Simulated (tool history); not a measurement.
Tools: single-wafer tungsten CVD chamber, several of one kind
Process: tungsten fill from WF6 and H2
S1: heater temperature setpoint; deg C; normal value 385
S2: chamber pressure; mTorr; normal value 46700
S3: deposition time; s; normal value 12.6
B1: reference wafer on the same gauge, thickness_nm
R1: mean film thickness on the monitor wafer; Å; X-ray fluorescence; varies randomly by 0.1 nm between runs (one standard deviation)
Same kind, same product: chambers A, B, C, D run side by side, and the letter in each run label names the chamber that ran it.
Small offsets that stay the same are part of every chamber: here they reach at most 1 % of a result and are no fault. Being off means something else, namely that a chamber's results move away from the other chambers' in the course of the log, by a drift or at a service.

run	hour	S1	S2	S3	B1	R1
1D	9.2	385	46700	12.6	31.678	340.06
2C	22.2	385	46700	12.6	31.674	340.35
3A	30.9	385	46700	12.6	31.707	335.41
4B	43.2	385	46700	12.6	31.68	340.56
5D	51.1	385	46700	12.6	31.685	339.33
6B	63	385	46700	12.6	31.727	339.79
7C	72	385	46700	12.6	31.706	338.57
8A	82.5	385	46700	12.6	31.694	337.2
9D	96.2	394	56100	12.6	31.694	439.88
10A	105.3	394	56100	12.6	31.672	434.26
11B	112.3	394	56100	12.6	31.678	437.57
12C	124.4	394	56100	12.6	31.721	440.48
13A	139	385	46700	12.6	31.716	335.05
14C	150.9	385	46700	12.6	31.703	338.48
15D	160.8	385	46700	12.6	31.709	340.01
# hour 162.9: chamber B: capacitance manometer re-zeroed and calibrated
16B	171.3	385	46700	12.6	31.703	338.82
17D	181.2	385	46700	12.6	31.691	339.9
18B	196.3	385	46700	12.6	31.707	340.17
19C	204.7	385	46700	12.6	31.712	337.02
20A	212.3	385	46700	12.6	31.682	337.35
21A	227.4	385	46700	12.6	31.688	337.23
22D	242.8	385	46700	12.6	31.699	339.79
23B	249.8	385	46700	12.6	31.693	341.13
24C	261.8	385	46700	12.6	31.706	335.08
25B	274.4	385	46700	12.6	31.701	340.48
26C	290.2	385	46700	12.6	31.688	335.12
27D	304.6	385	46700	12.6	31.714	339.84
28A	312.8	385	46700	12.6	31.692	337.07
29C	326	385	46700	12.6	31.684	333.91
30D	339.9	385	46700	12.6	31.7	341.63

Next, all 4 chambers run the settings below, one line each with question marks for the results. What does each chamber give?
31A	351.4	385	46700	12.6		?
31B	351.4	385	46700	12.6		?
31C	351.4	385	46700	12.6		?
31D	351.4	385	46700	12.6		?

run	R1
31A	335.04
31B	341.07
31C	333
31D	339.33
